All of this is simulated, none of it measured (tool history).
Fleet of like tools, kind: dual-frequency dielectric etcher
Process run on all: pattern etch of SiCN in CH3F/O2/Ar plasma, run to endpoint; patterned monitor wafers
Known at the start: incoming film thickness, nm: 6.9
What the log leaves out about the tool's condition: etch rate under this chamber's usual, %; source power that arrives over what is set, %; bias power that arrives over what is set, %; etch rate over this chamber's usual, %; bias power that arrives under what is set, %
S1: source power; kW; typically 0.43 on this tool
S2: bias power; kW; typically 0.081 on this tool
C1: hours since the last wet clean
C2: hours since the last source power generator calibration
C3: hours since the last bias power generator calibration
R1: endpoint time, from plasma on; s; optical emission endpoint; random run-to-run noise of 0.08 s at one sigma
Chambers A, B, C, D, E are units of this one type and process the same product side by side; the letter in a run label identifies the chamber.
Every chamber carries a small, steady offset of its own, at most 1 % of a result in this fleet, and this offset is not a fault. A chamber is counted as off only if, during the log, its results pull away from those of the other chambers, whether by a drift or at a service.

run   hour    S1     S2     C1      C2      C3      R1
 1C    7.7  0.43  0.081   22.5  3640.9  1487.1  17.205
 2B   14.7  0.43  0.081  335.2  3118.8  1837.2  17.053
 3D   20.2  0.43  0.081  194.9   371.6  2856.1  17.108
 4A   27.5  0.43  0.081  244.7  1545.8  1480.5  17.232
 5E   36.9  0.43  0.081  256.5    2583   318.9  17.179
 6B   42.1  0.43  0.081  362.6  3146.2  1864.6  17.047
 7E   51.5  0.43  0.081  271.1  2597.6   333.5  17.162
 8D   59.2  0.43  0.081  233.9   410.6  2895.1  17.276
 9C   65.2  0.43  0.081     80  3698.4  1544.6  17.117
10A   73.2  0.43  0.081  290.4  1591.5  1526.2  17.224
11B   81.7  0.43  0.081  402.2  3185.8  1904.2  17.263
      88.9  -- chamber C: bias power generator calibrated
12D   89.5  0.43  0.081  264.2   440.9  2925.4  17.322
      90.4  -- chamber E: source power generator calibrated
13A   96.1  0.43  0.081  313.3  1614.4  1549.1  17.365
      96.3  -- chamber E: wet clean of the chamber
14E  101.5  0.43  0.081    5.2    11.2   383.5  17.099
15C  111.4  0.43  0.081  126.2  3744.6    22.6  17.287
16C  119.2  0.43  0.081    134  3752.4    30.4  17.264
17A  126.5  0.43  0.081  343.7  1644.8  1579.5  17.283
18D  134.2  0.43  0.095  308.9   485.6  2970.1  16.269
19B  140.4  0.43  0.095  460.9  3244.5  1962.9  16.169
20E  147.8  0.43  0.095   51.5    57.5   429.8  16.103
21B  153.8  0.43  0.095  474.3  3257.9  1976.3  15.988
22E  161.4  0.43  0.095   65.1    71.1   443.4  16.179
23C    171  0.39  0.081  185.8  3804.2    82.2  17.871
24D  175.6  0.39  0.081  350.3     527  3011.5  17.803
     177.7  -- chamber B: bias power generator calibrated
25A  181.3  0.39  0.081  398.5  1699.6  1634.3  17.848
26B  190.5  0.39  0.081    511  3294.6    12.8  17.851
     192.7  -- chamber A: wet clean of the chamber
27A  199.1  0.39  0.081    6.5  1717.4  1652.1  18.798
     202.9  -- chamber D: wet clean of the chamber
28D  207.3  0.43  0.081    4.5   558.7  3043.2  17.273
       209  -- chamber B: wet clean of the chamber
29E  215.5  0.47  0.066  119.2   125.2   497.5  17.821
30C  222.4  0.47  0.066  237.2  3855.6   133.6   17.89
31A  232.7  0.47  0.066   40.1    1751  1685.7   18.95
32C  240.9  0.47  0.066  255.7  3874.1   152.1  17.923
33E  250.8  0.47  0.066  154.5   160.5   532.8  17.727
34D  256.5  0.43  0.081   53.7   607.9  3092.4  17.133
35B  267.1  0.35  0.099   58.2  3371.2    89.4  17.146
36B  272.2  0.35  0.099   63.3  3376.3    94.5  17.192
37E  282.6  0.35  0.099  186.3   192.3   564.6   17.15
38C  289.1  0.35  0.099  303.9  3922.3   200.3  17.101
39D  297.9  0.35  0.099   95.1   649.3  3133.8  17.029
40A  303.5  0.43  0.081  110.9  1821.8  1756.5  18.201
41C  308.4  0.39  0.092  323.2  3941.6   219.6  17.127
42E  315.7  0.39  0.092  219.4   225.4   597.7  17.061
43A  321.9  0.39  0.092  129.3  1840.2  1774.9  18.072

Which is it: a chamber that has drifted or been left off by a service, a gauge drift common to all chambers, or only each chamber's usual small offset? If a chamber is off, name it and its likeliest cause.

Chamber A has stood off from the others ever since a service on it.
What lies behind it: etch rate under this chamber's usual, % = 5.18.

Which of the 4 candidates below, each the usual settings with something changed and its results left as question marks, puts chamber A back in line with what the other chambers give on the usual settings?
In line here means within this much of the mean the other chambers give on the usual settings: R1 0.28 s
44A-1  329.5  0.43  0.088               ?
44A-2  329.5   0.4  0.081               ?
44A-3  329.5   0.5  0.081               ?
44A-4  329.5  0.39  0.075               ?

Other chambers, usual settings, mean: R1 17.151 s
  run      R1
44A-1  17.639
44A-2  18.668
44A-3  17.194
44A-4  19.372
44A-3 puts the chamber back in line with the other chambers.
